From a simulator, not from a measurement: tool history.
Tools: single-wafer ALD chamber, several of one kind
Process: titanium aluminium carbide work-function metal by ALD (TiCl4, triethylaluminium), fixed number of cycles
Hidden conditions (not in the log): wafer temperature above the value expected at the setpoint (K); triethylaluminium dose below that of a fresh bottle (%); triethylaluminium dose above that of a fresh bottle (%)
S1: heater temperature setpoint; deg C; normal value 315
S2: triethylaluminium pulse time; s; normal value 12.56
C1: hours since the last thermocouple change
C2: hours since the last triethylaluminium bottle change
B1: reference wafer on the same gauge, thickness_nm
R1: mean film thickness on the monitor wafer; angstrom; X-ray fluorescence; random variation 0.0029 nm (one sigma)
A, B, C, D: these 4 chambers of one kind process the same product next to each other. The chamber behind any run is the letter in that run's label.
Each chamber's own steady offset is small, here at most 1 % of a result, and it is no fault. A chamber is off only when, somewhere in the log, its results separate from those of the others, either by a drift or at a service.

{"run": "1B", "hour": 6.8, "S1": 315, "S2": 12.56, "C1": 70.2, "C2": 1284.2, "B1": 2.5606, "R1": 21.641}
{"run": "2C", "hour": 14.7, "S1": 315, "S2": 12.56, "C1": 943, "C2": 73.6, "B1": 2.561, "R1": 21.624}
{"run": "3A", "hour": 20.6, "S1": 315, "S2": 12.56, "C1": 2472.2, "C2": 1099.1, "B1": 2.561, "R1": 21.753}
{"run": "4D", "hour": 27.7, "S1": 315, "S2": 12.56, "C1": 2270.7, "C2": 58.7, "B1": 2.5622, "R1": 21.47}
{"run": "5D", "hour": 35.1, "S1": 315, "S2": 12.56, "C1": 2278.1, "C2": 66.1, "B1": 2.5614, "R1": 21.577}
{"run": "6C", "hour": 43.3, "S1": 315, "S2": 12.56, "C1": 971.6, "C2": 102.2, "B1": 2.563, "R1": 21.659}
{"run": "7A", "hour": 50.9, "S1": 315, "S2": 12.56, "C1": 2502.5, "C2": 1129.4, "B1": 2.5626, "R1": 21.665}
{"run": "8B", "hour": 56.8, "S1": 315, "S2": 12.56, "C1": 120.2, "C2": 1334.2, "B1": 2.5635, "R1": 21.657}
{"run": "9C", "hour": 62.4, "S1": 315, "S2": 12.56, "C1": 990.7, "C2": 121.3, "B1": 2.5636, "R1": 21.679}
{"hour": 67.4, "done": "chamber A: thermocouple changed; heater temperature recalibrated"}
{"run": "10D", "hour": 68.0, "S1": 315, "S2": 12.56, "C1": 2311, "C2": 99, "B1": 2.5645, "R1": 21.562}
{"run": "11B", "hour": 75.0, "S1": 315, "S2": 12.56, "C1": 138.4, "C2": 1352.4, "B1": 2.5645, "R1": 21.69}
{"run": "12A", "hour": 80.7, "S1": 321, "S2": 12.56, "C1": 13.4, "C2": 1159.2, "B1": 2.5645, "R1": 22.229}
{"run": "13D", "hour": 84.8, "S1": 321, "S2": 12.56, "C1": 2327.8, "C2": 115.8, "B1": 2.5654, "R1": 22.078}
{"run": "14A", "hour": 89.5, "S1": 321, "S2": 12.56, "C1": 22.2, "C2": 1168, "B1": 2.5656, "R1": 22.26}
{"run": "15C", "hour": 93.3, "S1": 321, "S2": 12.56, "C1": 1021.6, "C2": 152.2, "B1": 2.5659, "R1": 22.192}
{"run": "16B", "hour": 99.4, "S1": 315, "S2": 12.56, "C1": 162.8, "C2": 1376.8, "B1": 2.5658, "R1": 21.706}
{"run": "17D", "hour": 105.0, "S1": 326, "S2": 9.11, "C1": 2348, "C2": 136, "B1": 2.5664, "R1": 21.864}
{"run": "18A", "hour": 113.2, "S1": 326, "S2": 9.11, "C1": 45.9, "C2": 1191.7, "B1": 2.5665, "R1": 22.07}
{"run": "19C", "hour": 117.2, "S1": 326, "S2": 9.11, "C1": 1045.5, "C2": 176.1, "B1": 2.5669, "R1": 21.995}
{"run": "20B", "hour": 121.0, "S1": 326, "S2": 9.11, "C1": 184.4, "C2": 1398.4, "B1": 2.5673, "R1": 22.042}
{"run": "21B", "hour": 125.7, "S1": 315, "S2": 12.56, "C1": 189.1, "C2": 1403.1, "B1": 2.5679, "R1": 21.7}
{"run": "22D", "hour": 130.7, "S1": 315, "S2": 12.56, "C1": 2373.7, "C2": 161.7, "B1": 2.5685, "R1": 21.599}
{"run": "23C", "hour": 135.4, "S1": 315, "S2": 12.56, "C1": 1063.7, "C2": 194.3, "B1": 2.5682, "R1": 21.672}
{"run": "24A", "hour": 139.6, "S1": 315, "S2": 12.56, "C1": 72.3, "C2": 1218.1, "B1": 2.5683, "R1": 21.765}
{"run": "25A", "hour": 146.9, "S1": 315, "S2": 12.56, "C1": 79.6, "C2": 1225.4, "B1": 2.5695, "R1": 21.79}
{"run": "26B", "hour": 152.9, "S1": 315, "S2": 12.56, "C1": 216.3, "C2": 1430.3, "B1": 2.5699, "R1": 21.778}
{"run": "27D", "hour": 157.3, "S1": 315, "S2": 12.56, "C1": 2400.3, "C2": 188.3, "B1": 2.5701, "R1": 21.56}
{"run": "28C", "hour": 164.7, "S1": 329, "S2": 12.56, "C1": 1093, "C2": 223.6, "B1": 2.5694, "R1": 23.017}
{"hour": 167.8, "done": "chamber B: triethylaluminium bottle replaced"}
{"run": "29A", "hour": 172.9, "S1": 329, "S2": 12.56, "C1": 105.6, "C2": 1251.4, "B1": 2.5702, "R1": 23.081}
{"run": "30D", "hour": 177.0, "S1": 329, "S2": 12.56, "C1": 2420, "C2": 208, "B1": 2.571, "R1": 22.795}
{"run": "31C", "hour": 181.3, "S1": 329, "S2": 12.56, "C1": 1109.6, "C2": 240.2, "B1": 2.5719, "R1": 22.975}
{"run": "32B", "hour": 186.0, "S1": 315, "S2": 12.56, "C1": 249.4, "C2": 18.2, "B1": 2.5718, "R1": 21.745}
{"run": "33D", "hour": 193.1, "S1": 315, "S2": 12.56, "C1": 2436.1, "C2": 224.1, "B1": 2.5721, "R1": 21.622}
{"run": "34C", "hour": 199.7, "S1": 315, "S2": 12.56, "C1": 1128, "C2": 258.6, "B1": 2.572, "R1": 21.698}
{"run": "35A", "hour": 207.4, "S1": 315, "S2": 12.56, "C1": 140.1, "C2": 1285.9, "B1": 2.5726, "R1": 21.787}
{"run": "36B", "hour": 211.2, "S1": 315, "S2": 12.56, "C1": 274.6, "C2": 43.4, "B1": 2.5726, "R1": 21.774}
{"run": "37C", "hour": 215.0, "S1": 315, "S2": 12.56, "C1": 1143.3, "C2": 273.9, "B1": 2.5727, "R1": 21.741}
{"run": "38B", "hour": 219.7, "S1": 315, "S2": 12.56, "C1": 283.1, "C2": 51.9, "B1": 2.5735, "R1": 21.769}
{"run": "39A", "hour": 224.6, "S1": 327, "S2": 10.36, "C1": 157.3, "C2": 1303.1, "B1": 2.5734, "R1": 22.585}

All 4 chambers run these settings next. Forecast each chamber's results:
{"run": "40A", "hour": 230.5, "S1": 315, "S2": 12.56, "R1": "?"}
{"run": "40B", "hour": 230.5, "S1": 315, "S2": 12.56, "R1": "?"}
{"run": "40C", "hour": 230.5, "S1": 315, "S2": 12.56, "R1": "?"}
{"run": "40D", "hour": 230.5, "S1": 315, "S2": 12.56, "R1": "?"}

run=40A R1=21.776
run=40B R1=21.796
run=40C R1=21.727
run=40D R1=21.611

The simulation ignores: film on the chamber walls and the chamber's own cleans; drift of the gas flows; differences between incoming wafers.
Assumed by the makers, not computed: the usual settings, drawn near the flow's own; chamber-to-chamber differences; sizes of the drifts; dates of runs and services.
